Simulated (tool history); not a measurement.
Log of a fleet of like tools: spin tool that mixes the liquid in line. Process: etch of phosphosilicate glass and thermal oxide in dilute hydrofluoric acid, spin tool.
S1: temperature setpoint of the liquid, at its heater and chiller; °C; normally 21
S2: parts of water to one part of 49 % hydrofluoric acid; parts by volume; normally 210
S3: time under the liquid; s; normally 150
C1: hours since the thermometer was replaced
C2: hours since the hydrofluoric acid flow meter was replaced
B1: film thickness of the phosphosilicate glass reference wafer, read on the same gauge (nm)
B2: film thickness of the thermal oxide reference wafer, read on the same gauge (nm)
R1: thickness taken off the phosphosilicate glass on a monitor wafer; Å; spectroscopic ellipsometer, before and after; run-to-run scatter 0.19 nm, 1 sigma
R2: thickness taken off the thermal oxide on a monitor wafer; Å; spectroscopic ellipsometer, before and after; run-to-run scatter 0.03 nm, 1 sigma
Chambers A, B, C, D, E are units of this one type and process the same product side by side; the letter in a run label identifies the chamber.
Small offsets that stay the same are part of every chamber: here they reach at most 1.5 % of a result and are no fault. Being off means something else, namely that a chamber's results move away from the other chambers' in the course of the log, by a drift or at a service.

At hour 5.7: chamber C: hydrofluoric acid flow meter replaced.
Run 1D, hour 6: usual settings; C1 620.2; C2 986.6; B1 90.011; B2 60. Result: R1 540.25 Å, R2 25 Å.
Run 2E, hour 10.3: usual settings; C1 815.8; C2 167; B1 89.987; B2 60.046. Result: R1 551.58 Å, R2 24.314 Å.
Run 3A, hour 15.2: usual settings; C1 2391.9; C2 1158.1; B1 89.979; B2 59.99. Result: R1 555.2 Å, R2 24.299 Å.
Run 4B, hour 18.9: usual settings; C1 1957.6; C2 783.5; B1 89.998; B2 59.983. Result: R1 544.54 Å, R2 24.154 Å.
Run 5C, hour 24.5: usual settings; C1 3072.8; C2 18.8; B1 90.015; B2 59.993. Result: R1 548.2 Å, R2 24.758 Å.
Run 6B, hour 27.9: usual settings; C1 1966.6; C2 792.5; B1 90.008; B2 60.004. Result: R1 545.2 Å, R2 24.982 Å.
Run 7C, hour 31.5: usual settings; C1 3079.8; C2 25.8; B1 89.979; B2 60.008. Result: R1 550.13 Å, R2 24.836 Å.
Run 8A, hour 36.2: usual settings but S2 285 parts by volume; C1 2412.9; C2 1179.1; B1 90.016; B2 60.021. Result: R1 374.04 Å, R2 17.225 Å.
Run 9E, hour 42.6: usual settings but S2 285 parts by volume; C1 848.1; C2 199.3; B1 89.996; B2 60.015. Result: R1 378.49 Å, R2 17.007 Å.
Run 10D, hour 48: usual settings but S2 285 parts by volume; C1 662.2; C2 1028.6; B1 90.019; B2 59.958. Result: R1 369.14 Å, R2 17.039 Å.
Run 11D, hour 52.4: usual settings but S2 285 parts by volume; C1 666.6; C2 1033; B1 89.992; B2 59.963. Result: R1 372.86 Å, R2 16.769 Å.
Run 12B, hour 56: usual settings but S2 285 parts by volume; C1 1994.7; C2 820.6; B1 89.992; B2 59.975. Result: R1 372.68 Å, R2 16.891 Å.
Run 13E, hour 60.7: usual settings; C1 866.2; C2 217.4; B1 90.039; B2 59.998. Result: R1 549.83 Å, R2 24.275 Å.
Run 14C, hour 64.5: usual settings; C1 3112.8; C2 58.8; B1 90.025; B2 60.076. Result: R1 549.53 Å, R2 24.837 Å.
Run 15A, hour 68: usual settings; C1 2444.7; C2 1210.9; B1 90.02; B2 60.037. Result: R1 550.79 Å, R2 24.702 Å.
Run 16E, hour 73: usual settings; C1 878.5; C2 229.7; B1 90.005; B2 59.994. Result: R1 551.63 Å, R2 24.552 Å.
Run 17C, hour 77.9: usual settings; C1 3126.2; C2 72.2; B1 90.002; B2 59.963. Result: R1 545.12 Å, R2 24.664 Å.
Run 18A, hour 83.5: usual settings; C1 2460.2; C2 1226.4; B1 90.01; B2 60.007. Result: R1 550.61 Å, R2 25.123 Å.
Run 19B, hour 88.6: usual settings; C1 2027.3; C2 853.2; B1 89.986; B2 59.97. Result: R1 544.34 Å, R2 24.028 Å.
Run 20D, hour 95.1: usual settings; C1 709.3; C2 1075.7; B1 90.007; B2 59.98. Result: R1 544.03 Å, R2 25.231 Å.
At hour 95.3: chamber A: thermometer replaced.
Run 21E, hour 101.4: usual settings; C1 906.9; C2 258.1; B1 90.016; B2 59.98. Result: R1 550.5 Å, R2 24.655 Å.
At hour 107.7: chamber C: thermometer replaced.
Run 22B, hour 108.1: usual settings; C1 2046.8; C2 872.7; B1 90.037; B2 59.989. Result: R1 545.93 Å, R2 24.436 Å.
Run 23A, hour 114.1: usual settings; C1 18.8; C2 1257; B1 90.025; B2 60.013. Result: R1 552.1 Å, R2 25.215 Å.
Run 24D, hour 117.6: usual settings; C1 731.8; C2 1098.2; B1 90.016; B2 59.984. Result: R1 542.24 Å, R2 24.891 Å.
At hour 123.2: chamber D: hydrofluoric acid flow meter replaced.
Run 25C, hour 123.6: usual settings; C1 16; C2 117.9; B1 89.98; B2 60.008. Result: R1 543.82 Å, R2 24.528 Å.
Run 26A, hour 127.4: usual settings; C1 32.1; C2 1270.3; B1 89.998; B2 60.006. Result: R1 553.24 Å, R2 24.364 Å.
Run 27D, hour 130.4: usual settings; C1 744.6; C2 7.2; B1 90.013; B2 60.064. Result: R1 542.4 Å, R2 24.749 Å.
Run 28C, hour 134.7: usual settings; C1 27.1; C2 129; B1 90.005; B2 59.978. Result: R1 551.77 Å, R2 24.503 Å.
Run 29B, hour 138.9: usual settings but S1 25.5 °C; C1 2077.6; C2 903.5; B1 89.983; B2 60.05. Result: R1 641.1 Å, R2 29.182 Å.
Run 30E, hour 143.5: usual settings but S1 25.5 °C; C1 949; C2 300.2; B1 89.962; B2 59.999. Result: R1 650.12 Å, R2 29.434 Å.
Run 31C, hour 147.9: usual settings but S1 25.5 °C; C1 40.3; C2 142.2; B1 90.023; B2 60.026. Result: R1 648.16 Å, R2 29.401 Å.
Run 32E, hour 153: usual settings but S1 25.5 °C; C1 958.5; C2 309.7; B1 90.009; B2 60.003. Result: R1 650.1 Å, R2 29.975 Å.
Run 33B, hour 156.7: usual settings but S1 25.5 °C; C1 2095.4; C2 921.3; B1 89.997; B2 60.001. Result: R1 646.63 Å, R2 29.08 Å.
Run 34D, hour 160.3: usual settings; C1 774.5; C2 37.1; B1 90.017; B2 60.02. Result: R1 541.66 Å, R2 25.246 Å.
Run 35A, hour 164.8: usual settings; C1 69.5; C2 1307.7; B1 90.02; B2 59.961. Result: R1 554.18 Å, R2 24.813 Å.
Run 36E, hour 168.1: usual settings but S2 270 parts by volume; C1 973.6; C2 324.8; B1 90.044; B2 59.938. Result: R1 406.03 Å, R2 18.076 Å.

For the next run the whole fleet of 5 chambers uses the same settings. Give each chamber's results:
Run 37A, hour 173.1: usual settings. Result: R1 ?, R2 ?.
Run 37B, hour 173.1: usual settings. Result: R1 ?, R2 ?.
Run 37C, hour 173.1: usual settings. Result: R1 ?, R2 ?.
Run 37D, hour 173.1: usual settings. Result: R1 ?, R2 ?.
Run 37E, hour 173.1: usual settings. Result: R1 ?, R2 ?.

run      R1      R2
37A   554.5  24.741
37B  545.91   24.57
37C   549.5  24.598
37D  541.26  24.749
37E   552.5  24.844
